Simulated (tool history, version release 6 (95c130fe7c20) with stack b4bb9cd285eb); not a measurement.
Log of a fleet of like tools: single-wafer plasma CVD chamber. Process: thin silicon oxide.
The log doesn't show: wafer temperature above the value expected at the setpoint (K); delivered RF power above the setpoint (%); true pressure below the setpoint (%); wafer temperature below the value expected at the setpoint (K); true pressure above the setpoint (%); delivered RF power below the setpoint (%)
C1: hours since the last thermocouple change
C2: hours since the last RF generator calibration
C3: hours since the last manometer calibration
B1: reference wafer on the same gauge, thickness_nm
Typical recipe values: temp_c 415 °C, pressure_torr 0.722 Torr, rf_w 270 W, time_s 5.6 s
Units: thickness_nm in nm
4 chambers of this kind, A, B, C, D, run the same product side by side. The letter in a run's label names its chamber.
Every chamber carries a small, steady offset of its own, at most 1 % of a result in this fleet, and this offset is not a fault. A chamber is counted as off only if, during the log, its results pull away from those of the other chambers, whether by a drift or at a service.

Run 1A, hour 2.2: usual settings; C1 235.8; C2 69; C3 577.5; B1 8.4306. Result: thickness_nm 8.8337 nm.
Run 2C, hour 5.7: usual settings; C1 2494.1; C2 271.6; C3 2306.1; B1 8.4179. Result: thickness_nm 8.7044 nm.
Run 3B, hour 7.6: usual settings; C1 990.1; C2 212.9; C3 1206; B1 8.434. Result: thickness_nm 8.7555 nm.
Run 4D, hour 10.4: usual settings; C1 1067.8; C2 1239.5; C3 530.7; B1 8.4312. Result: thickness_nm 8.8511 nm.
Run 5B, hour 13.7: usual settings; C1 996.2; C2 219; C3 1212.1; B1 8.4321. Result: thickness_nm 8.8028 nm.
Run 6C, hour 17.6: usual settings; C1 2506; C2 283.5; C3 2318; B1 8.4237. Result: thickness_nm 8.7624 nm.
Run 7D, hour 20.8: usual settings; C1 1078.2; C2 1249.9; C3 541.1; B1 8.4297. Result: thickness_nm 8.8597 nm.
Run 8A, hour 24: usual settings; C1 257.6; C2 90.8; C3 599.3; B1 8.4362. Result: thickness_nm 8.7681 nm.
Run 9B, hour 26.8: usual settings; C1 1009.3; C2 232.1; C3 1225.2; B1 8.4283. Result: thickness_nm 8.7917 nm.
Run 10A, hour 29.9: usual settings; C1 263.5; C2 96.7; C3 605.2; B1 8.4458. Result: thickness_nm 8.7562 nm.
Run 11D, hour 31.9: usual settings; C1 1089.3; C2 1261; C3 552.2; B1 8.4303. Result: thickness_nm 8.9004 nm.
Run 12C, hour 35.2: usual settings; C1 2523.6; C2 301.1; C3 2335.6; B1 8.4317. Result: thickness_nm 8.6652 nm.
Run 13C, hour 39: usual settings; C1 2527.4; C2 304.9; C3 2339.4; B1 8.4356. Result: thickness_nm 8.7571 nm.
Run 14D, hour 43: usual settings; C1 1100.4; C2 1272.1; C3 563.3; B1 8.441. Result: thickness_nm 8.9072 nm.
Run 15A, hour 45.8: usual settings; C1 279.4; C2 112.6; C3 621.1; B1 8.4217. Result: thickness_nm 8.814 nm.
Run 16B, hour 47.7: usual settings; C1 1030.2; C2 253; C3 1246.1; B1 8.4268. Result: thickness_nm 8.7802 nm.
Run 17A, hour 50.4: usual settings; C1 284; C2 117.2; C3 625.7; B1 8.4304. Result: thickness_nm 8.7787 nm.
Run 18B, hour 53.5: usual settings; C1 1036; C2 258.8; C3 1251.9; B1 8.436. Result: thickness_nm 8.7485 nm.
Run 19D, hour 57.3: usual settings; C1 1114.7; C2 1286.4; C3 577.6; B1 8.4205. Result: thickness_nm 8.872 nm.
Run 20C, hour 60.6: usual settings; C1 2549; C2 326.5; C3 2361; B1 8.4359. Result: thickness_nm 8.7416 nm.
Run 21B, hour 63.1: usual settings but pressure_torr 0.565 Torr; C1 1045.6; C2 268.4; C3 1261.5; B1 8.4261. Result: thickness_nm 6.7421 nm.
Run 22A, hour 65.9: usual settings but pressure_torr 0.565 Torr; C1 299.5; C2 132.7; C3 641.2; B1 8.4358. Result: thickness_nm 6.7787 nm.
At hour 66.6: chamber D: RF generator calibrated.
Run 23C, hour 68.1: usual settings but pressure_torr 0.565 Torr; C1 2556.5; C2 334; C3 2368.5; B1 8.4231. Result: thickness_nm 6.692 nm.
Run 24D, hour 71.8: usual settings but pressure_torr 0.565 Torr; C1 1129.2; C2 5.2; C3 592.1; B1 8.4283. Result: thickness_nm 6.9025 nm.
Run 25A, hour 75.6: usual settings but temp_c 410 °C, pressure_torr 0.863 Torr; C1 309.2; C2 142.4; C3 650.9; B1 8.4364. Result: thickness_nm 10.385 nm.
Run 26B, hour 78.6: usual settings but temp_c 410 °C, pressure_torr 0.863 Torr; C1 1061.1; C2 283.9; C3 1277; B1 8.4395. Result: thickness_nm 10.52 nm.
Run 27C, hour 82.8: usual settings but temp_c 410 °C, pressure_torr 0.863 Torr; C1 2571.2; C2 348.7; C3 2383.2; B1 8.4314. Result: thickness_nm 10.385 nm.
Run 28D, hour 86.8: usual settings but temp_c 410 °C, pressure_torr 0.863 Torr; C1 1144.2; C2 20.2; C3 607.1; B1 8.4285. Result: thickness_nm 10.515 nm.
Run 29B, hour 91: usual settings; C1 1073.5; C2 296.3; C3 1289.4; B1 8.4341. Result: thickness_nm 8.7083 nm.
Run 30D, hour 93.9: usual settings; C1 1151.3; C2 27.3; C3 614.2; B1 8.4403. Result: thickness_nm 8.8516 nm.
Run 31C, hour 96.8: usual settings; C1 2585.2; C2 362.7; C3 2397.2; B1 8.4306. Result: thickness_nm 8.691 nm.

One chamber off, gauge drift, or nothing amiss beyond the chambers' own small offsets? If it is a chamber, which one, and what is the likeliest cause?

All chambers stay in line apart from their small fixed offsets, and the gauge does not drift.
